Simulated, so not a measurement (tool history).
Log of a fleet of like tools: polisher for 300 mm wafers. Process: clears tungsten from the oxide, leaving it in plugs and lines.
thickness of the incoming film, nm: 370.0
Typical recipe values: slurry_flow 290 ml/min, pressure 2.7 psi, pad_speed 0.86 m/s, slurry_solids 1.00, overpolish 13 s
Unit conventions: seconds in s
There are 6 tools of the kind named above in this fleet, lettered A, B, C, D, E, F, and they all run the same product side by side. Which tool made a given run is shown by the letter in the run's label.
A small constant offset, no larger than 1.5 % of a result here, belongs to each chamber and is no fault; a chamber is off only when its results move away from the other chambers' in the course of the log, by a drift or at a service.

run	hour	slurry_flow	pressure	pad_speed	slurry_solids	overpolish	wafers polished on this pad	hours since the slurry nozzle was cleaned	hours since the head pressure was calibrated	hours since the slurry blender was calibrated	hours since the slurry got fresh peroxide	seconds
# hour 2.5: chamber C: slurry tank refilled with fresh slurry and peroxide
# hour 2.8: chamber D: slurry tank refilled with fresh slurry and peroxide
1D	3.0	290	2.7	0.86	1.00	13	381	141.8	235.5	374.9	0.3	121.650
2A	5.1	290	2.7	0.86	1.00	13	329	18.7	1162.3	364.7	60.5	125.950
3F	7.3	290	2.7	0.86	1.00	13	85	317.5	639.2	120.2	39.3	129.660
4C	9.8	290	2.7	0.86	1.00	13	276	521.7	310.0	127.2	7.3	124.530
5B	12.2	290	2.7	0.86	1.00	13	964	238.2	1320.4	138.5	15.5	128.240
# hour 13.1: chamber E: slurry tank refilled with fresh slurry and peroxide
# hour 13.9: chamber D: slurry blender recalibrated
6E	15.3	290	2.7	0.86	1.00	13	492	122.1	249.9	96.8	2.3	129.100
7D	18.5	290	2.7	0.86	1.00	13	455	157.3	251.0	4.7	15.8	121.820
8B	20.9	220	2.7	0.86	1.00	9	1006	246.9	1329.1	147.2	24.2	133.670
9F	25.2	220	2.7	0.86	1.00	9	171	335.4	657.1	138.1	57.2	129.530
10C	28.7	220	2.7	0.86	1.00	9	366	540.6	328.9	146.1	26.2	134.480
11A	31.3	220	2.7	0.86	1.00	9	455	44.9	1188.5	390.9	86.7	130.000
12E	35.3	220	2.7	0.86	1.00	9	588	142.1	269.9	116.8	22.3	131.720
13E	39.9	220	2.7	0.86	1.00	9	610	146.7	274.5	121.4	26.9	133.540
14B	42.3	290	2.7	0.86	1.00	13	1108	268.3	1350.5	168.6	45.6	126.360
# hour 43.8: chamber B: slurry tank refilled with fresh slurry and peroxide
# hour 44.1: chamber A: slurry blender recalibrated
15F	46.8	290	2.7	0.86	1.00	13	274	357.0	678.7	159.7	78.8	126.810
16A	51.2	290	2.7	0.86	1.00	13	550	64.8	1208.4	7.1	106.6	123.710
17C	55.7	290	2.7	0.86	1.00	13	496	567.6	355.9	173.1	53.2	122.180
18D	58.5	290	2.7	0.86	1.00	13	647	197.3	291.0	44.7	55.8	128.640
# hour 62.9: chamber C: slurry tank refilled with fresh slurry and peroxide
19B	63.1	290	2.7	0.86	1.00	13	1208	289.1	1371.3	189.4	19.4	127.750
20A	66.9	290	2.7	0.86	0.85	13	625	80.5	1224.1	22.8	122.3	128.400
# hour 67.2: chamber B: worn pad replaced by a new one
# hour 67.7: chamber F: slurry tank refilled with fresh slurry and peroxide
21E	69.4	290	2.7	0.86	0.85	13	751	176.2	304.0	150.9	56.4	134.540
22C	72.0	290	2.7	0.86	0.85	13	574	583.9	372.2	189.4	9.1	127.200
# hour 73.4: chamber C: worn pad replaced by a new one
23D	74.1	290	2.7	0.86	0.85	13	722	212.9	306.6	60.3	71.4	131.460
24F	76.6	290	2.7	0.86	0.85	13	417	386.8	708.5	189.5	8.9	130.690
# hour 80.0: chamber D: worn pad replaced by a new one
25A	80.4	290	2.7	0.86	0.85	13	690	94.0	1237.6	36.3	135.8	129.260
# hour 80.9: chamber A: slurry tank refilled with fresh slurry and peroxide
26C	83.1	290	2.7	0.86	1.00	13	46	595.0	383.3	200.5	20.2	123.950
27B	87.4	290	2.7	0.86	1.00	13	96	313.4	1395.6	213.7	43.7	126.020
28E	91.5	290	3.4	0.86	1.00	16	857	198.3	326.1	173.0	78.5	107.540
29F	95.4	290	3.4	0.86	1.00	16	507	405.6	727.3	208.3	27.7	101.220
# hour 96.5: chamber B: slurry tank refilled with fresh slurry and peroxide
30D	97.5	290	3.4	0.86	1.00	16	84	236.3	330.0	83.7	94.8	102.410
# hour 99.2: chamber A: worn pad replaced by a new one
31A	101.9	290	3.4	0.86	1.00	16	13	115.5	1259.1	57.8	21.1	97.340
# hour 102.7: chamber C: slurry nozzle cleaned
32D	104.4	290	3.4	0.86	1.00	16	117	243.2	336.9	90.6	101.7	98.294
# hour 106.9: chamber F: worn pad replaced by a new one
33E	108.6	290	3.4	0.86	1.00	16	939	215.4	343.2	190.1	95.6	109.490
34F	111.4	290	2.7	0.86	1.00	13	21	421.6	743.3	224.3	43.7	127.030
35B	115.1	290	2.7	0.86	1.00	9	229	341.1	1423.3	241.4	18.6	126.720
36C	118.8	290	2.7	0.86	1.00	9	217	16.2	419.0	236.2	55.9	119.900

Each of the 6 chambers runs these same settings next. Fill in every chamber's results:
37A	122.2	290	2.7	0.86	1.20	13						?
37B	122.2	290	2.7	0.86	1.20	13						?
37C	122.2	290	2.7	0.86	1.20	13						?
37D	122.2	290	2.7	0.86	1.20	13						?
37E	122.2	290	2.7	0.86	1.20	13						?
37F	122.2	290	2.7	0.86	1.20	13						?

run	seconds
37A	122.580
37B	120.850
37C	115.700
37D	119.180
37E	130.010
37F	122.940

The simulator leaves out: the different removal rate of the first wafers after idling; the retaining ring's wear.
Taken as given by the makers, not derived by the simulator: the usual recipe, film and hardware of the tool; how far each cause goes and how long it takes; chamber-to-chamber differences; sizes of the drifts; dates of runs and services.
